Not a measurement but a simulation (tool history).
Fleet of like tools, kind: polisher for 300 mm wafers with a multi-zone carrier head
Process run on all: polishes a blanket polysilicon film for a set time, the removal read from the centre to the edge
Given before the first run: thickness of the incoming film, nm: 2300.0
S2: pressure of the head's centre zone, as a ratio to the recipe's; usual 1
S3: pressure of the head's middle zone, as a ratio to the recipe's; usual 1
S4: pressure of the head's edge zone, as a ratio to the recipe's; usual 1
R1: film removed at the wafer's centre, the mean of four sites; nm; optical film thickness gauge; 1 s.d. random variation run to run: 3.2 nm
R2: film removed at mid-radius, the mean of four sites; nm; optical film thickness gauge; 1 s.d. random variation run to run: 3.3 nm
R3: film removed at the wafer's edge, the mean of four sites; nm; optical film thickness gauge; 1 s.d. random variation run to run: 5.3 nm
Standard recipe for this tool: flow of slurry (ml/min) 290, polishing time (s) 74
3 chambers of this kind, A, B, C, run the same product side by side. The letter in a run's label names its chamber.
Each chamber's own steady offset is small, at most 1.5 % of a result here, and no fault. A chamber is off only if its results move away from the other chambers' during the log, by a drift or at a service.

run 1A day=0.229 | flow_of_slurry_(ml/min)=290 S2=1 S3=1 S4=1 polishing_time_(s)=74 | R1=395.94 R2=398.15 R3=399.01
run 2C day=0.508 | flow_of_slurry_(ml/min)=290 S2=1 S3=1 S4=1 polishing_time_(s)=74 | R1=397.92 R2=398.04 R3=400.57
run 3B day=0.862 | flow_of_slurry_(ml/min)=290 S2=1 S3=1 S4=1 polishing_time_(s)=74 | R1=404.88 R2=398.37 R3=395.44
-- day=1.008 chamber A: worn pad replaced by a new one
run 4B day=1.179 | flow_of_slurry_(ml/min)=290 S2=1 S3=1 S4=1 polishing_time_(s)=74 | R1=400.27 R2=394.17 R3=403.78
run 5A day=1.479 | flow_of_slurry_(ml/min)=290 S2=1 S3=1 S4=1 polishing_time_(s)=74 | R1=401.98 R2=394 R3=395.35
-- day=1.596 chamber C: worn pad replaced by a new one
run 6C day=1.704 | flow_of_slurry_(ml/min)=360 S2=1.08 S3=1 S4=1 polishing_time_(s)=74 | R1=445.5 R2=403.83 R3=407.02
run 7A day=2 | flow_of_slurry_(ml/min)=360 S2=1.08 S3=1 S4=1 polishing_time_(s)=74 | R1=443.7 R2=416.22 R3=394.55
-- day=2.183 chamber B: worn pad replaced by a new one
run 8B day=2.275 | flow_of_slurry_(ml/min)=360 S2=1.08 S3=1 S4=1 polishing_time_(s)=74 | R1=444.85 R2=403.36 R3=409.99
run 9C day=2.462 | flow_of_slurry_(ml/min)=290 S2=1.05 S3=0.96 S4=1 polishing_time_(s)=74 | R1=416.19 R2=385.22 R3=410.28
run 10C day=2.762 | flow_of_slurry_(ml/min)=290 S2=1.05 S3=0.96 S4=1 polishing_time_(s)=74 | R1=421.75 R2=383.74 R3=401.53
run 11A day=3.062 | flow_of_slurry_(ml/min)=290 S2=1.05 S3=0.96 S4=1 polishing_time_(s)=74 | R1=422.16 R2=382.75 R3=395.41
run 12B day=3.262 | flow_of_slurry_(ml/min)=290 S2=1 S3=1 S4=1 polishing_time_(s)=74 | R1=393.92 R2=397.88 R3=386.9
-- day=3.3 chamber B: centre zone pressure recalibrated
-- day=3.417 chamber C: worn pad replaced by a new one
run 13A day=3.521 | flow_of_slurry_(ml/min)=290 S2=1 S3=1 S4=1 polishing_time_(s)=74 | R1=395.71 R2=399.08 R3=397.49
run 14B day=3.742 | flow_of_slurry_(ml/min)=290 S2=1 S3=1 S4=1 polishing_time_(s)=74 | R1=361.65 R2=400.87 R3=402.13
run 15C day=4 | flow_of_slurry_(ml/min)=290 S2=1 S3=1 S4=1 polishing_time_(s)=74 | R1=395.04 R2=389.06 R3=406.7
-- day=4.225 chamber A: worn pad replaced by a new one
run 16C day=4.362 | flow_of_slurry_(ml/min)=290 S2=1 S3=1 S4=1 polishing_time_(s)=74 | R1=399.2 R2=398.25 R3=411.72
run 17A day=4.708 | flow_of_slurry_(ml/min)=290 S2=1 S3=1 S4=1 polishing_time_(s)=74 | R1=397.71 R2=403.33 R3=398.06
run 18B day=4.888 | flow_of_slurry_(ml/min)=290 S2=1 S3=1 S4=1 polishing_time_(s)=74 | R1=359.43 R2=397.8 R3=398.55
-- day=5.075 chamber C: worn pad replaced by a new one
run 19B day=5.075 | flow_of_slurry_(ml/min)=290 S2=1 S3=1 S4=1 polishing_time_(s)=74 | R1=362.48 R2=401.9 R3=397.52
run 20A day=5.308 | flow_of_slurry_(ml/min)=290 S2=1 S3=1 S4=1 polishing_time_(s)=74 | R1=400.65 R2=397.22 R3=397.92
run 21C day=5.496 | flow_of_slurry_(ml/min)=290 S2=1 S3=1 S4=1 polishing_time_(s)=74 | R1=399.64 R2=399.65 R3=395.55
run 22A day=5.696 | flow_of_slurry_(ml/min)=290 S2=1 S3=1 S4=1 polishing_time_(s)=74 | R1=397.14 R2=398.55 R3=401.14
-- day=5.7 chamber C: slurry nozzle cleaned
run 23C day=5.996 | flow_of_slurry_(ml/min)=290 S2=1 S3=1 S4=1 polishing_time_(s)=74 | R1=396.2 R2=394.75 R3=398.25
run 24B day=6.292 | flow_of_slurry_(ml/min)=290 S2=1 S3=1 S4=1 polishing_time_(s)=74 | R1=359.56 R2=404.35 R3=391.52
run 25C day=6.633 | flow_of_slurry_(ml/min)=290 S2=1 S3=1 S4=1.05 polishing_time_(s)=95 | R1=507.26 R2=514.24 R3=512.48
-- day=6.875 chamber C: worn pad replaced by a new one
-- day=6.95 chamber B: worn pad replaced by a new one
run 26A day=6.958 | flow_of_slurry_(ml/min)=290 S2=1 S3=1 S4=1.05 polishing_time_(s)=95 | R1=515.47 R2=515.35 R3=512.04
-- day=7.029 chamber A: worn pad replaced by a new one
run 27B day=7.154 | flow_of_slurry_(ml/min)=290 S2=1 S3=1 S4=1.05 polishing_time_(s)=95 | R1=459 R2=500.79 R3=530.9
run 28C day=7.408 | flow_of_slurry_(ml/min)=290 S2=1 S3=1 S4=1 polishing_time_(s)=74 | R1=401.44 R2=400.07 R3=406.92
run 29B day=7.758 | flow_of_slurry_(ml/min)=290 S2=1 S3=1 S4=1 polishing_time_(s)=74 | R1=360.77 R2=399.07 R3=392.75
run 30A day=8.079 | flow_of_slurry_(ml/min)=290 S2=1 S3=1 S4=1 polishing_time_(s)=74 | R1=401.24 R2=401.69 R3=397.53
run 31B day=8.383 | flow_of_slurry_(ml/min)=290 S2=1 S3=1 S4=1 polishing_time_(s)=74 | R1=361.47 R2=395.71 R3=397.89
-- day=8.5 chamber C: worn pad replaced by a new one
run 32C day=8.562 | flow_of_slurry_(ml/min)=290 S2=1 S3=1 S4=1 polishing_time_(s)=74 | R1=401.78 R2=401.25 R3=406.98
run 33A day=8.833 | flow_of_slurry_(ml/min)=290 S2=1 S3=1 S4=1 polishing_time_(s)=74 | R1=401.59 R2=405.42 R3=397.14
run 34C day=9.092 | flow_of_slurry_(ml/min)=290 S2=1 S3=1 S4=1 polishing_time_(s)=74 | R1=400.02 R2=396.63 R3=409.31

Predict what each chamber gives when all 3 of them run the settings below next.
run 35A day=9.354 | flow_of_slurry_(ml/min)=290 S2=1 S3=1 S4=1 polishing_time_(s)=74 | R1=? R2=? R3=?
run 35B day=9.354 | flow_of_slurry_(ml/min)=290 S2=1 S3=1 S4=1 polishing_time_(s)=74 | R1=? R2=? R3=?
run 35C day=9.354 | flow_of_slurry_(ml/min)=290 S2=1 S3=1 S4=1 polishing_time_(s)=74 | R1=? R2=? R3=?

run=35A R1=393.14 R2=398.06 R3=406.62
run=35B R1=359.45 R2=397.9 R3=397.02
run=35C R1=396.89 R2=391.66 R3=400.96

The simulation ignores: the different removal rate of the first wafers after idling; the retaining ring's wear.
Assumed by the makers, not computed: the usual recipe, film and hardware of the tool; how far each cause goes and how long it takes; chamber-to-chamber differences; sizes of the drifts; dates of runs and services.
